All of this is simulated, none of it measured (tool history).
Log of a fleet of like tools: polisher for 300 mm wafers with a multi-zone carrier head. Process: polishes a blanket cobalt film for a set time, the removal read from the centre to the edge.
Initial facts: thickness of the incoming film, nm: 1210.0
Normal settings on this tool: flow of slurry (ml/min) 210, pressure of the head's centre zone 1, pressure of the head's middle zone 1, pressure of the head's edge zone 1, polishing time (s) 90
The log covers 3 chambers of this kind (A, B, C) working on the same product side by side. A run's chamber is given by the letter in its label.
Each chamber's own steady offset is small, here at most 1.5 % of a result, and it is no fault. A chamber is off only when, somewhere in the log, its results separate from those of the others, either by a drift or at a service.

run    day  flow of slurry (ml/min)  pressure of the head's centre zone  pressure of the head's middle zone  pressure of the head's edge zone  polishing time (s)  film removed at the wafer's centre (angstrom)  film removed at mid-radius (angstrom)  film removed at the wafer's edge (angstrom)
 1A  0.358                      210                                   1                                   1                                 1                  90                                         3888.5                                   3848                                       3889.8
 2C  0.696                      210                                   1                                   1                                 1                  90                                         3846.1                                 3873.6                                       3843.7
 3B  1.054                      210                                   1                                   1                                 1                  90                                         3909.7                                 3852.1                                         3759
 4A  1.408                      210                                   1                                   1                                 1                  90                                         3879.3                                 3916.4                                       3832.9
 5B  1.596                      255                                   1                                   1                                 1                  73                                         3282.7                                 3159.1                                       3137.6
 6C  1.912                      255                                   1                                   1                                 1                  73                                           3230                                 3181.2                                       3184.6
 7B  2.217                      255                                   1                                   1                                 1                  73                                         3238.9                                 3206.4                                       3164.7
 8A  2.404                      210                                   1                                   1                                 1                 106                                         4641.5                                 4560.5                                       4584.5
 9C  2.667                      210                                   1                                   1                                 1                 106                                         4539.5                                 4564.4                                       4535.5
10C  2.842                      210                                   1                                   1                                 1                 106                                         4435.4                                   4589                                       4584.8
     3.112  -- chamber C: worn pad replaced by a new one
11B  3.171                      210                                   1                                1.08                              0.93                  90                                         3913.8                                 4110.6                                       3718.3
12A  3.383                      210                                   1                                1.08                              0.93                  90                                         3895.8                                 4148.7                                       3732.3
13B  3.604                      210                                   1                                1.08                              0.93                  90                                         4055.7                                 4037.9                                       3719.9
14A  3.967                      210                                   1                                   1                                 1                  90                                         3931.9                                 3902.4                                       3907.9
15C    4.2                      210                                   1                                   1                                 1                  90                                         3964.6                                 3933.3                                       3946.8
16B    4.5                      210                                   1                                   1                                 1                  90                                         3828.9                                 3864.3                                       3820.9
17C  4.717                      210                                   1                                   1                                 1                  90                                         3890.9                                 3893.5                                       3900.2
18A  4.942                      210                                   1                                   1                                 1                  90                                         3894.7                                 3857.6                                       3852.9
19B  5.304                      210                                   1                                   1                                 1                  90                                         3894.8                                 3818.9                                         3814
     5.438  -- chamber B: slurry nozzle cleaned
20C  5.562                      150                                 0.9                                   1                                 1                  90                                         3197.2                                 3685.9                                       3712.8
21A  5.892                      150                                 0.9                                   1                                 1                  90                                         3121.4                                 3655.6                                       3703.9
     6.067  -- chamber B: worn pad replaced by a new one
22C  6.121                      150                                 0.9                                   1                                 1                  90                                         3221.8                                 3645.3                                       3710.4
     6.154  -- chamber A: worn pad replaced by a new one
     6.321  -- chamber A: slurry nozzle cleaned
23A  6.362                      210                                   1                                   1                                 1                  90                                         3935.2                                 3926.7                                       3836.6
24B  6.596                      210                                   1                                   1                                 1                  90                                         3902.9                                 3838.1                                         3836
25B  6.825                      210                                   1                                   1                                 1                  90                                         3920.1                                 3861.9                                       3811.5
26C  7.108                      210                                   1                                   1                                 1                  90                                         3824.1                                 3853.3                                       3870.3
27A  7.383                      210                                   1                                   1                                 1                  90                                         3841.4                                 3890.6                                       3896.3
28B  7.717                      210                                   1                                   1                                 1                  90                                         3909.6                                 3843.2                                       3789.8
29C  7.888                      210                                   1                                   1                                 1                  90                                         3987.9                                 3846.5                                       3902.9
30A  8.258                      210                                   1                                   1                                 1                  90                                         3929.3                                 3817.8                                       3882.8
31A  8.538                      210                                   1                                   1                                 1                  90                                         3858.1                                 3874.5                                       3852.9
32C  8.925                      210                                   1                                   1                                 1                  90                                         3906.5                                 3879.3                                       3882.3

All chambers now run identical settings, listed one chamber a line with results as question marks. What results will each chamber show?
33A  9.204                      210                                   1                                0.89                                 1                  90                                              ?                                      ?                                            ?
33B  9.204                      210                                   1                                0.89                                 1                  90                                              ?                                      ?                                            ?
33C  9.204                      210                                   1                                0.89                                 1                  90                                              ?                                      ?                                            ?

run  film removed at the wafer's centre (angstrom)  film removed at mid-radius (angstrom)  film removed at the wafer's edge (angstrom)
33A                                         3879.4                                 3443.8                                       3878.7
33B                                           3927                                 3406.5                                       3833.2
33C                                         3863.6                                   3451                                       3891.2
